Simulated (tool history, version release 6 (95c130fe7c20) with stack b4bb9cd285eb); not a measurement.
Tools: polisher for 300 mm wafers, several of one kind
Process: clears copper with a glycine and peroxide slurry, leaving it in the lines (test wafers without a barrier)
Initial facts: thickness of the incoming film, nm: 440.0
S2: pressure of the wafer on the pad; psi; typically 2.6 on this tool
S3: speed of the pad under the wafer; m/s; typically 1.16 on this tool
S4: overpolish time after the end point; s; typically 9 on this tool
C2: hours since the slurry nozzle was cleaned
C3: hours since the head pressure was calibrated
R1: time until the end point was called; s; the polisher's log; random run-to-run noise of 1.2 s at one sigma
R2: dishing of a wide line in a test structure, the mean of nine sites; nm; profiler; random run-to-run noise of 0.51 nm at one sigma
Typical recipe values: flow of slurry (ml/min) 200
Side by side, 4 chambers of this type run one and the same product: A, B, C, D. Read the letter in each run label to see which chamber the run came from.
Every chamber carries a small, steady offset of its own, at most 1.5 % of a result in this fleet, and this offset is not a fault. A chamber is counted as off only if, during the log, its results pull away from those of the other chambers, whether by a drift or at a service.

At hour 2.7: chamber A: worn pad replaced by a new one.
Run 1A, hour 3.6: usual settings; wafers polished on this pad 9; C2 341.3; C3 289.4. Result: R1 82.566 s, R2 27.791 nm.
Run 2C, hour 8.8: usual settings; wafers polished on this pad 1093; C2 115.7; C3 132.1. Result: R1 87.193 s, R2 27.919 nm.
Run 3D, hour 12.8: usual settings; wafers polished on this pad 153; C2 369.9; C3 44.7. Result: R1 83.797 s, R2 26.55 nm.
Run 4B, hour 17.8: usual settings; wafers polished on this pad 315; C2 809.5; C3 338.2. Result: R1 86.456 s, R2 28.122 nm.
Run 5B, hour 21.9: usual settings; wafers polished on this pad 354; C2 813.6; C3 342.3. Result: R1 84.192 s, R2 26.865 nm.
At hour 25.9: chamber C: worn pad replaced by a new one.
Run 6A, hour 25.9: usual settings; wafers polished on this pad 224; C2 363.6; C3 311.7. Result: R1 84.466 s, R2 27.806 nm.
Run 7D, hour 30.9: usual settings; wafers polished on this pad 328; C2 388; C3 62.8. Result: R1 84.559 s, R2 28.188 nm.
Run 8C, hour 34.8: usual settings; wafers polished on this pad 86; C2 141.7; C3 158.1. Result: R1 84.233 s, R2 27.367 nm.
Run 9C, hour 39.9: usual settings but flow of slurry (ml/min) 145, S4 13 s; wafers polished on this pad 135; C2 146.8; C3 163.2. Result: R1 88.95 s, R2 34.899 nm.
Run 10A, hour 44: usual settings but flow of slurry (ml/min) 145, S4 13 s; wafers polished on this pad 398; C2 381.7; C3 329.8. Result: R1 88.091 s, R2 33.556 nm.
Run 11D, hour 49.3: usual settings but flow of slurry (ml/min) 145, S4 13 s; wafers polished on this pad 505; C2 406.4; C3 81.2. Result: R1 88.938 s, R2 33.209 nm.
Run 12B, hour 52.6: usual settings but flow of slurry (ml/min) 145, S4 13 s; wafers polished on this pad 650; C2 844.3; C3 373. Result: R1 91.634 s, R2 33.037 nm.
Run 13D, hour 58: usual settings; wafers polished on this pad 589; C2 415.1; C3 89.9. Result: R1 83.679 s, R2 27.446 nm.
Run 14B, hour 63.3: usual settings but flow of slurry (ml/min) 155; wafers polished on this pad 753; C2 855; C3 383.7. Result: R1 87.91 s, R2 26.264 nm.
Run 15A, hour 66.9: usual settings but flow of slurry (ml/min) 155; wafers polished on this pad 619; C2 404.6; C3 352.7. Result: R1 89.761 s, R2 25.793 nm.
Run 16C, hour 70: usual settings but flow of slurry (ml/min) 155; wafers polished on this pad 425; C2 176.9; C3 193.3. Result: R1 88.886 s, R2 26.883 nm.
At hour 71.7: chamber D: worn pad replaced by a new one.
Run 17C, hour 73.1: usual settings but flow of slurry (ml/min) 155; wafers polished on this pad 455; C2 180; C3 196.4. Result: R1 87.269 s, R2 27.344 nm.
Run 18B, hour 77.7: usual settings; wafers polished on this pad 892; C2 869.4; C3 398.1. Result: R1 85.645 s, R2 26.572 nm.
At hour 79.3: chamber B: worn pad replaced by a new one.
Run 19A, hour 80.3: usual settings but flow of slurry (ml/min) 250, S4 5 s; wafers polished on this pad 748; C2 418; C3 366.1. Result: R1 82.697 s, R2 18.344 nm.
Run 20D, hour 84.3: usual settings but flow of slurry (ml/min) 250, S4 5 s; wafers polished on this pad 121; C2 441.4; C3 116.2. Result: R1 80.791 s, R2 17.798 nm.
Run 21C, hour 88.6: usual settings but flow of slurry (ml/min) 250, S4 5 s; wafers polished on this pad 604; C2 195.5; C3 211.9. Result: R1 80.406 s, R2 17.28 nm.
Run 22D, hour 92.4: usual settings but flow of slurry (ml/min) 250, S4 5 s; wafers polished on this pad 199; C2 449.5; C3 124.3. Result: R1 82.143 s, R2 18.447 nm.
Run 23A, hour 97.9: usual settings but flow of slurry (ml/min) 235, S2 2.3 psi; wafers polished on this pad 917; C2 435.6; C3 383.7. Result: R1 91.237 s, R2 25.991 nm.
Run 24B, hour 102.2: usual settings but flow of slurry (ml/min) 235, S2 2.3 psi; wafers polished on this pad 221; C2 893.9; C3 422.6. Result: R1 92.488 s, R2 25.89 nm.

Does one chamber stand apart from the rest, does the shared gauge drift, or is all well apart from small per-chamber offsets? Give the chamber and the most likely cause, where there is one.

No chamber is off and the gauge is stable; the differences are just each chamber's small, constant offset.
